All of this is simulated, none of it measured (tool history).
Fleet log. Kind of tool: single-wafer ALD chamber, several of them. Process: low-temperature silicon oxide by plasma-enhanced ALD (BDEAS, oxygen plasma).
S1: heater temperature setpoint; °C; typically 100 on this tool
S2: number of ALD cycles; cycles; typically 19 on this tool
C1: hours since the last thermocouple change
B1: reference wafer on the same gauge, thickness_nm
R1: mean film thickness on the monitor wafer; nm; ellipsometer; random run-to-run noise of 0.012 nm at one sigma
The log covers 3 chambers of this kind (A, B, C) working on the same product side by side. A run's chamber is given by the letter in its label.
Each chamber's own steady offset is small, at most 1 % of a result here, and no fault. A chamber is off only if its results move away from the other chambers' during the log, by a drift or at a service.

{"run": "1B", "hour": 10.2, "S1": 100, "S2": 19, "C1": 162.4, "B1": 2.6924, "R1": 2.7282}
{"run": "2C", "hour": 19.2, "S1": 100, "S2": 19, "C1": 1226.5, "B1": 2.6913, "R1": 2.691}
{"run": "3A", "hour": 30.9, "S1": 100, "S2": 19, "C1": 78.8, "B1": 2.6917, "R1": 2.7139}
{"run": "4C", "hour": 41.3, "S1": 100, "S2": 19, "C1": 1248.6, "B1": 2.692, "R1": 2.7198}
{"run": "5B", "hour": 52.4, "S1": 100, "S2": 19, "C1": 204.6, "B1": 2.6892, "R1": 2.7467}
{"run": "6A", "hour": 59.8, "S1": 100, "S2": 19, "C1": 107.7, "B1": 2.6859, "R1": 2.7217}
{"run": "7B", "hour": 66.9, "S1": 100, "S2": 19, "C1": 219.1, "B1": 2.6881, "R1": 2.7288}
{"run": "8C", "hour": 76.9, "S1": 100, "S2": 19, "C1": 1284.2, "B1": 2.6898, "R1": 2.7109}
{"run": "9A", "hour": 83.0, "S1": 100, "S2": 19, "C1": 130.9, "B1": 2.6873, "R1": 2.7173}
{"run": "10C", "hour": 91.5, "S1": 100, "S2": 19, "C1": 1298.8, "B1": 2.6897, "R1": 2.7299}
{"run": "11A", "hour": 99.4, "S1": 100, "S2": 19, "C1": 147.3, "B1": 2.6897, "R1": 2.7099}
{"run": "12B", "hour": 110.8, "S1": 106, "S2": 19, "C1": 263.0, "B1": 2.6887, "R1": 2.7004}
{"run": "13A", "hour": 118.2, "S1": 106, "S2": 19, "C1": 166.1, "B1": 2.6865, "R1": 2.6817}
{"run": "14C", "hour": 130.1, "S1": 106, "S2": 19, "C1": 1337.4, "B1": 2.6868, "R1": 2.6848}
{"run": "15B", "hour": 140.7, "S1": 100, "S2": 19, "C1": 292.9, "B1": 2.6883, "R1": 2.7217}
{"run": "16B", "hour": 146.9, "S1": 92, "S2": 16, "C1": 299.1, "B1": 2.6851, "R1": 2.3594}
{"run": "17A", "hour": 155.7, "S1": 92, "S2": 16, "C1": 203.6, "B1": 2.6886, "R1": 2.3572}
{"run": "18C", "hour": 162.5, "S1": 92, "S2": 16, "C1": 1369.8, "B1": 2.6881, "R1": 2.3718}
{"run": "19B", "hour": 170.7, "S1": 100, "S2": 19, "C1": 322.9, "B1": 2.688, "R1": 2.7373}
{"run": "20C", "hour": 176.9, "S1": 100, "S2": 19, "C1": 1384.2, "B1": 2.6896, "R1": 2.708}
{"run": "21A", "hour": 187.4, "S1": 100, "S2": 19, "C1": 235.3, "B1": 2.6935, "R1": 2.7218}
{"run": "22B", "hour": 198.6, "S1": 100, "S2": 16, "C1": 350.8, "B1": 2.6909, "R1": 2.3076}
{"run": "23C", "hour": 204.5, "S1": 100, "S2": 16, "C1": 1411.8, "B1": 2.688, "R1": 2.2996}

For the next run the whole fleet of 3 chambers uses the same settings. Give each chamber's results:
{"run": "24A", "hour": 213.2, "S1": 100, "S2": 19, "R1": "?"}
{"run": "24B", "hour": 213.2, "S1": 100, "S2": 19, "R1": "?"}
{"run": "24C", "hour": 213.2, "S1": 100, "S2": 19, "R1": "?"}

run=24A R1=2.7203
run=24B R1=2.7463
run=24C R1=2.7081

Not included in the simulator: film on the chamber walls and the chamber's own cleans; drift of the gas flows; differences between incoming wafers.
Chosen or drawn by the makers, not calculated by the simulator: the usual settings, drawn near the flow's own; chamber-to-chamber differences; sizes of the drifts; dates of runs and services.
